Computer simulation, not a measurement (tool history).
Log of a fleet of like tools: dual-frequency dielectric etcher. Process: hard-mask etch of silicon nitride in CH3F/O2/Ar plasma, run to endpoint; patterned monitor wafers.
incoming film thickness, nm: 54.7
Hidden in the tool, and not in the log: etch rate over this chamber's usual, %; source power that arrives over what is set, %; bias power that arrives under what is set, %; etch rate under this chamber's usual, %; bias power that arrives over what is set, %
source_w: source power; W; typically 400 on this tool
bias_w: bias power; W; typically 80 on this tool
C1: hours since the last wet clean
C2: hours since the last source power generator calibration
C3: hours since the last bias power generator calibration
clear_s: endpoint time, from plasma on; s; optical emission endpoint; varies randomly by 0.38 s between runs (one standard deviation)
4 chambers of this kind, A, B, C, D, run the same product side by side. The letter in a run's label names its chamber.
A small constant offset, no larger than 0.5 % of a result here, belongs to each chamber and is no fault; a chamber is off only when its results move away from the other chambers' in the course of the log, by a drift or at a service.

run 1B day=0.529 | source_w=400 bias_w=80 | C1=310.3 C2=218.5 C3=3182.7 | clear_s=75.981
run 2D day=0.808 | source_w=400 bias_w=80 | C1=214.4 C2=2487.0 C3=1456.7 | clear_s=77.127
run 3A day=1.117 | source_w=400 bias_w=80 | C1=374.6 C2=986.3 C3=3411.6 | clear_s=75.846
run 4C day=1.371 | source_w=400 bias_w=80 | C1=141.5 C2=1381.4 C3=2304.6 | clear_s=76.115
run 5A day=1.796 | source_w=400 bias_w=80 | C1=390.9 C2=1002.6 C3=3427.9 | clear_s=76.239
run 6D day=2.104 | source_w=400 bias_w=80 | C1=245.5 C2=2518.1 C3=1487.8 | clear_s=76.479
run 7C day=2.550 | source_w=400 bias_w=80 | C1=169.8 C2=1409.7 C3=2332.9 | clear_s=75.729
run 8B day=2.929 | source_w=400 bias_w=80 | C1=367.9 C2=276.1 C3=3240.3 | clear_s=76.856
run 9A day=3.362 | source_w=400 bias_w=80 | C1=428.5 C2=1040.2 C3=3465.5 | clear_s=75.964
run 10C day=3.762 | source_w=400 bias_w=95 | C1=198.9 C2=1438.8 C3=2362.0 | clear_s=70.933
run 11D day=4.021 | source_w=400 bias_w=95 | C1=291.5 C2=2564.1 C3=1533.8 | clear_s=71.391
run 12B day=4.567 | source_w=400 bias_w=95 | C1=407.2 C2=315.4 C3=3279.6 | clear_s=72.057
run 13B day=5.104 | source_w=400 bias_w=95 | C1=420.1 C2=328.3 C3=3292.5 | clear_s=72.451
run 14D day=5.525 | source_w=400 bias_w=80 | C1=327.6 C2=2600.2 C3=1569.9 | clear_s=75.913
run 15C day=5.775 | source_w=400 bias_w=80 | C1=247.2 C2=1487.1 C3=2410.3 | clear_s=75.555
-- day=6.046 chamber A: wet clean of the chamber
run 16A day=6.296 | source_w=400 bias_w=80 | C1=6.1 C2=1110.6 C3=3535.9 | clear_s=72.425
run 17D day=6.683 | source_w=400 bias_w=80 | C1=355.4 C2=2628.0 C3=1597.7 | clear_s=75.721
run 18B day=7.171 | source_w=400 bias_w=80 | C1=469.7 C2=377.9 C3=3342.1 | clear_s=77.065
run 19A day=7.675 | source_w=400 bias_w=80 | C1=39.2 C2=1143.7 C3=3569.0 | clear_s=72.785
run 20C day=8.221 | source_w=400 bias_w=80 | C1=305.9 C2=1545.8 C3=2469.0 | clear_s=75.584
run 21D day=8.792 | source_w=400 bias_w=80 | C1=406.0 C2=2678.6 C3=1648.3 | clear_s=75.607
run 22B day=9.104 | source_w=400 bias_w=80 | C1=516.1 C2=424.3 C3=3388.5 | clear_s=77.176
run 23C day=9.442 | source_w=400 bias_w=80 | C1=335.2 C2=1575.1 C3=2498.3 | clear_s=76.287
run 24A day=10.012 | source_w=400 bias_w=80 | C1=95.3 C2=1199.8 C3=3625.1 | clear_s=71.789
run 25D day=10.471 | source_w=400 bias_w=80 | C1=446.3 C2=2718.9 C3=1688.6 | clear_s=76.696
run 26B day=10.767 | source_w=400 bias_w=80 | C1=556.0 C2=464.2 C3=3428.4 | clear_s=76.614
run 27C day=11.183 | source_w=400 bias_w=80 | C1=377.0 C2=1616.9 C3=2540.1 | clear_s=75.685
run 28A day=11.662 | source_w=400 bias_w=80 | C1=134.9 C2=1239.4 C3=3664.7 | clear_s=72.125
-- day=11.892 chamber D: wet clean of the chamber
run 29D day=11.958 | source_w=400 bias_w=80 | C1=1.7 C2=2754.6 C3=1724.3 | clear_s=75.964
-- day=12.088 chamber B: wet clean of the chamber
run 30C day=12.488 | source_w=430 bias_w=95 | C1=408.3 C2=1648.2 C3=2571.4 | clear_s=69.304
run 31B day=12.850 | source_w=430 bias_w=95 | C1=18.3 C2=514.2 C3=3478.4 | clear_s=69.413
run 32A day=13.150 | source_w=430 bias_w=95 | C1=170.6 C2=1275.1 C3=3700.4 | clear_s=66.650
run 33D day=13.442 | source_w=430 bias_w=95 | C1=37.3 C2=2790.2 C3=1759.9 | clear_s=69.939
run 34C day=13.750 | source_w=400 bias_w=80 | C1=438.6 C2=1678.5 C3=2601.7 | clear_s=75.342
run 35B day=14.021 | source_w=400 bias_w=80 | C1=46.4 C2=542.3 C3=3506.5 | clear_s=76.538
run 36A day=14.354 | source_w=400 bias_w=80 | C1=199.5 C2=1304.0 C3=3729.3 | clear_s=72.136
run 37B day=14.608 | source_w=400 bias_w=80 | C1=60.5 C2=556.4 C3=3520.6 | clear_s=76.636
run 38D day=14.933 | source_w=400 bias_w=80 | C1=73.1 C2=2826.0 C3=1795.7 | clear_s=75.752
run 39C day=15.388 | source_w=400 bias_w=80 | C1=477.9 C2=1717.8 C3=2641.0 | clear_s=75.736
run 40A day=15.804 | source_w=400 bias_w=80 | C1=234.3 C2=1338.8 C3=3764.1 | clear_s=72.162
-- day=16.179 chamber B: bias power generator calibrated
run 41A day=16.208 | source_w=400 bias_w=80 | C1=244.0 C2=1348.5 C3=3773.8 | clear_s=72.807
run 42D day=16.454 | source_w=400 bias_w=80 | C1=109.6 C2=2862.5 C3=1832.2 | clear_s=76.026
run 43B day=16.817 | source_w=400 bias_w=80 | C1=113.5 C2=609.4 C3=15.4 | clear_s=76.471

Read the log: is a single chamber off, either drifting away or since a service, is the gauge that measures every chamber drifting, or is nothing wrong beyond small per-chamber offsets? Name any odd chamber and what most likely caused it.

Chamber A has stood off from the others ever since a service on it.
Cause: etch rate over this chamber's usual, % = 5.01.

Chamber A could run next with any of the 4 candidate recipes listed below; each alters the usual settings, and their results appear as question marks. Which one brings its results back in line with what the other chambers deliver on the usual settings?
Maximum distance from the other chambers' mean on the usual settings for a result to count as in line: clear_s 1.300 s
run 44A-1 day=17.233 | source_w=350 bias_w=80 | clear_s=?
run 44A-2 day=17.233 | source_w=390 bias_w=78 | clear_s=?
run 44A-3 day=17.233 | source_w=450 bias_w=80 | clear_s=?
run 44A-4 day=17.233 | source_w=420 bias_w=80 | clear_s=?

Usual-settings mean across the other chambers: clear_s 76.079 s
run=44A-1 clear_s=76.293
run=44A-2 clear_s=73.863
run=44A-3 clear_s=69.336
run=44A-4 clear_s=71.183
44A-1 puts the chamber back in line with the other chambers.
